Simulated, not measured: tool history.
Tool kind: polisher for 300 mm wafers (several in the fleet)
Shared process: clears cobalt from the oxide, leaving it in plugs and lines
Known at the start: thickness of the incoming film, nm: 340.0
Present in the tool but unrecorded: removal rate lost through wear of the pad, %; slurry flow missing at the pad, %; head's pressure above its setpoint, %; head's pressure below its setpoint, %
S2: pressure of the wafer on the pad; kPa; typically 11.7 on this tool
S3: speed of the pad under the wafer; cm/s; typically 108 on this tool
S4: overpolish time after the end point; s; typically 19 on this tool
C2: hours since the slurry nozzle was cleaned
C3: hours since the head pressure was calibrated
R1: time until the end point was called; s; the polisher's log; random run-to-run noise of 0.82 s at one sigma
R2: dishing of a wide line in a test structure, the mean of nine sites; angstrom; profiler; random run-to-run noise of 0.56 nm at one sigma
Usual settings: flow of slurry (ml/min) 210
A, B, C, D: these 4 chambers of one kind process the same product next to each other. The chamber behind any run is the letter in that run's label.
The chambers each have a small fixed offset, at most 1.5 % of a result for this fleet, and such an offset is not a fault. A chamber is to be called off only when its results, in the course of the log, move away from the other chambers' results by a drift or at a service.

{"hour": 3.0, "done": "chamber B: worn pad replaced by a new one"}
{"run": "1B", "hour": 6.0, "flow of slurry (ml/min)": 210, "S2": 11.7, "S3": 108, "S4": 19, "wafers polished on this pad": 24, "C2": 158.3, "C3": 514.9, "R1": 88.683, "R2": 446.47}
{"hour": 15.3, "done": "chamber C: worn pad replaced by a new one"}
{"hour": 16.1, "done": "chamber D: worn pad replaced by a new one"}
{"run": "2A", "hour": 16.9, "flow of slurry (ml/min)": 210, "S2": 11.7, "S3": 108, "S4": 19, "wafers polished on this pad": 502, "C2": 190.1, "C3": 24.6, "R1": 89.754, "R2": 438.38}
{"hour": 21.9, "done": "chamber A: worn pad replaced by a new one"}
{"run": "3D", "hour": 24.4, "flow of slurry (ml/min)": 210, "S2": 11.7, "S3": 108, "S4": 19, "wafers polished on this pad": 66, "C2": 131.3, "C3": 1038.3, "R1": 89.919, "R2": 431.86}
{"run": "4C", "hour": 30.9, "flow of slurry (ml/min)": 210, "S2": 11.7, "S3": 108, "S4": 19, "wafers polished on this pad": 124, "C2": 293.2, "C3": 486.5, "R1": 89.493, "R2": 443.5}
{"run": "5D", "hour": 41.3, "flow of slurry (ml/min)": 210, "S2": 11.7, "S3": 108, "S4": 19, "wafers polished on this pad": 201, "C2": 148.2, "C3": 1055.2, "R1": 90.204, "R2": 441.89}
{"run": "6A", "hour": 47.9, "flow of slurry (ml/min)": 210, "S2": 11.7, "S3": 108, "S4": 19, "wafers polished on this pad": 208, "C2": 221.1, "C3": 55.6, "R1": 92.157, "R2": 440.53}
{"run": "7C", "hour": 56.2, "flow of slurry (ml/min)": 210, "S2": 10.3, "S3": 108, "S4": 19, "wafers polished on this pad": 327, "C2": 318.5, "C3": 511.8, "R1": 101.28, "R2": 403.02}
{"run": "8B", "hour": 64.2, "flow of slurry (ml/min)": 210, "S2": 10.3, "S3": 108, "S4": 19, "wafers polished on this pad": 489, "C2": 216.5, "C3": 573.1, "R1": 101.55, "R2": 410.01}
{"hour": 71.2, "done": "chamber B: worn pad replaced by a new one"}
{"run": "9B", "hour": 76.6, "flow of slurry (ml/min)": 210, "S2": 10.3, "S3": 108, "S4": 19, "wafers polished on this pad": 43, "C2": 228.9, "C3": 585.5, "R1": 102.65, "R2": 406.45}
{"run": "10A", "hour": 87.1, "flow of slurry (ml/min)": 210, "S2": 10.3, "S3": 108, "S4": 19, "wafers polished on this pad": 521, "C2": 260.3, "C3": 94.8, "R1": 102.03, "R2": 412.01}
{"hour": 92.6, "done": "chamber A: worn pad replaced by a new one"}
{"run": "11C", "hour": 96.6, "flow of slurry (ml/min)": 210, "S2": 11.7, "S3": 108, "S4": 19, "wafers polished on this pad": 650, "C2": 358.9, "C3": 552.2, "R1": 88.776, "R2": 447.28}
{"run": "12D", "hour": 106.8, "flow of slurry (ml/min)": 210, "S2": 11.7, "S3": 108, "S4": 19, "wafers polished on this pad": 725, "C2": 213.7, "C3": 1120.7, "R1": 90.667, "R2": 438.39}
{"run": "13B", "hour": 113.6, "flow of slurry (ml/min)": 210, "S2": 11.7, "S3": 108, "S4": 19, "wafers polished on this pad": 339, "C2": 265.9, "C3": 622.5, "R1": 91.723, "R2": 438.21}
{"run": "14C", "hour": 124.5, "flow of slurry (ml/min)": 210, "S2": 11.7, "S3": 108, "S4": 19, "wafers polished on this pad": 873, "C2": 386.8, "C3": 580.1, "R1": 90.579, "R2": 437.87}
{"run": "15A", "hour": 134.1, "flow of slurry (ml/min)": 280, "S2": 9, "S3": 108, "S4": 19, "wafers polished on this pad": 332, "C2": 307.3, "C3": 141.8, "R1": 114.65, "R2": 380.6}
{"run": "16D", "hour": 140.5, "flow of slurry (ml/min)": 280, "S2": 9, "S3": 108, "S4": 19, "wafers polished on this pad": 995, "C2": 247.4, "C3": 1154.4, "R1": 115.35, "R2": 386.49}
{"hour": 140.9, "done": "chamber B: worn pad replaced by a new one"}
{"hour": 143.4, "done": "chamber D: worn pad replaced by a new one"}
{"run": "17C", "hour": 150.1, "flow of slurry (ml/min)": 280, "S2": 9, "S3": 108, "S4": 19, "wafers polished on this pad": 1078, "C2": 412.4, "C3": 605.7, "R1": 114.77, "R2": 377.12}
{"hour": 157.2, "done": "chamber A: worn pad replaced by a new one"}
{"run": "18A", "hour": 158.7, "flow of slurry (ml/min)": 280, "S2": 9, "S3": 108, "S4": 19, "wafers polished on this pad": 12, "C2": 331.9, "C3": 166.4, "R1": 114.41, "R2": 387.18}
{"run": "19B", "hour": 170.1, "flow of slurry (ml/min)": 210, "S2": 11.7, "S3": 108, "S4": 19, "wafers polished on this pad": 233, "C2": 322.4, "C3": 679, "R1": 90.521, "R2": 438.78}
{"run": "20D", "hour": 179.1, "flow of slurry (ml/min)": 210, "S2": 14.5, "S3": 72, "S4": 19, "wafers polished on this pad": 285, "C2": 286, "C3": 1193, "R1": 109.82, "R2": 397.28}
{"run": "21C", "hour": 186.8, "flow of slurry (ml/min)": 210, "S2": 14.5, "S3": 72, "S4": 19, "wafers polished on this pad": 1371, "C2": 449.1, "C3": 642.4, "R1": 108.61, "R2": 394.57}
{"hour": 188.6, "done": "chamber C: worn pad replaced by a new one"}
{"hour": 195.2, "done": "chamber C: slurry nozzle cleaned"}
{"run": "22B", "hour": 197.8, "flow of slurry (ml/min)": 210, "S2": 14.5, "S3": 72, "S4": 19, "wafers polished on this pad": 455, "C2": 350.1, "C3": 706.7, "R1": 111.18, "R2": 392.3}
{"hour": 202.6, "done": "chamber D: head pressure recalibrated"}
{"run": "23D", "hour": 208.8, "flow of slurry (ml/min)": 210, "S2": 14.5, "S3": 72, "S4": 19, "wafers polished on this pad": 523, "C2": 315.7, "C3": 6.3, "R1": 120.73, "R2": 375.52}
{"hour": 219.8, "done": "chamber B: worn pad replaced by a new one"}
{"run": "24A", "hour": 220.1, "flow of slurry (ml/min)": 210, "S2": 11.7, "S3": 108, "S4": 19, "wafers polished on this pad": 503, "C2": 393.3, "C3": 227.8, "R1": 89.656, "R2": 452.8}
{"run": "25C", "hour": 229.0, "flow of slurry (ml/min)": 210, "S2": 11.7, "S3": 108, "S4": 19, "wafers polished on this pad": 323, "C2": 33.9, "C3": 684.6, "R1": 88.528, "R2": 443.63}
{"hour": 238.0, "done": "chamber A: worn pad replaced by a new one"}
{"run": "26D", "hour": 238.5, "flow of slurry (ml/min)": 210, "S2": 11.7, "S3": 108, "S4": 19, "wafers polished on this pad": 760, "C2": 345.4, "C3": 36, "R1": 99.399, "R2": 409.81}
{"run": "27B", "hour": 244.1, "flow of slurry (ml/min)": 210, "S2": 11.7, "S3": 108, "S4": 19, "wafers polished on this pad": 194, "C2": 396.4, "C3": 753, "R1": 90.012, "R2": 445.92}
{"run": "28A", "hour": 255.7, "flow of slurry (ml/min)": 210, "S2": 11.7, "S3": 108, "S4": 19, "wafers polished on this pad": 142, "C2": 428.9, "C3": 263.4, "R1": 90.869, "R2": 439.33}
{"run": "29B", "hour": 266.4, "flow of slurry (ml/min)": 210, "S2": 11.7, "S3": 108, "S4": 19, "wafers polished on this pad": 372, "C2": 418.7, "C3": 775.3, "R1": 90.059, "R2": 441.14}
{"run": "30C", "hour": 274.3, "flow of slurry (ml/min)": 210, "S2": 11.7, "S3": 108, "S4": 19, "wafers polished on this pad": 685, "C2": 79.2, "C3": 729.9, "R1": 89.684, "R2": 442.04}
{"run": "31D", "hour": 282.7, "flow of slurry (ml/min)": 210, "S2": 11.7, "S3": 108, "S4": 19, "wafers polished on this pad": 1114, "C2": 389.6, "C3": 80.2, "R1": 99.562, "R2": 416.02}
{"run": "32A", "hour": 293.5, "flow of slurry (ml/min)": 210, "S2": 11.7, "S3": 108, "S4": 10, "wafers polished on this pad": 444, "C2": 466.7, "C3": 301.2, "R1": 89.965, "R2": 291.8}
{"hour": 300.3, "done": "chamber B: worn pad replaced by a new one"}
{"run": "33C", "hour": 304.3, "flow of slurry (ml/min)": 210, "S2": 11.7, "S3": 108, "S4": 10, "wafers polished on this pad": 925, "C2": 109.2, "C3": 759.9, "R1": 90.215, "R2": 287.78}
{"run": "34B", "hour": 314.3, "flow of slurry (ml/min)": 210, "S2": 11.7, "S3": 108, "S4": 10, "wafers polished on this pad": 112, "C2": 466.6, "C3": 823.2, "R1": 91.786, "R2": 288.04}

Has any chamber moved away from the others, gradually or after a service, or does the common gauge drift, or do the chambers differ only by their own small steady offsets? State the chamber and the most likely cause if one applies.

The work done on chamber D during a service left it standing apart from the others.
Likeliest cause: head's pressure below its setpoint, % = 8.72.

Which of the 4 candidates below, each the usual settings with something changed and its results left as question marks, puts chamber D back in line with what the other chambers give on the usual settings?
Maximum distance from the other chambers' mean on the usual settings for a result to count as in line: R1 2.9 s; R2 19 angstrom
{"run": "35D-1", "hour": 323.2, "flow of slurry (ml/min)": 210, "S2": 12.4, "S3": 118, "S4": 19, "R1": "?", "R2": "?"}
{"run": "35D-2", "hour": 323.2, "flow of slurry (ml/min)": 210, "S2": 11, "S3": 98, "S4": 19, "R1": "?", "R2": "?"}
{"run": "35D-3", "hour": 323.2, "flow of slurry (ml/min)": 210, "S2": 11, "S3": 104, "S4": 19, "R1": "?", "R2": "?"}
{"run": "35D-4", "hour": 323.2, "flow of slurry (ml/min)": 210, "S2": 12.4, "S3": 112, "S4": 19, "R1": "?", "R2": "?"}

What the other chambers average on the usual settings: R1 90.276 s; R2 442.7 angstrom
run=35D-1 R1=85.791 R2=456.28
run=35D-2 R1=116.25 R2=380.32
run=35D-3 R1=109.6 R2=394.91
run=35D-4 R1=90.353 R2=443.3
Change 35D-4 lands the chamber within the allowed miss of the other chambers.
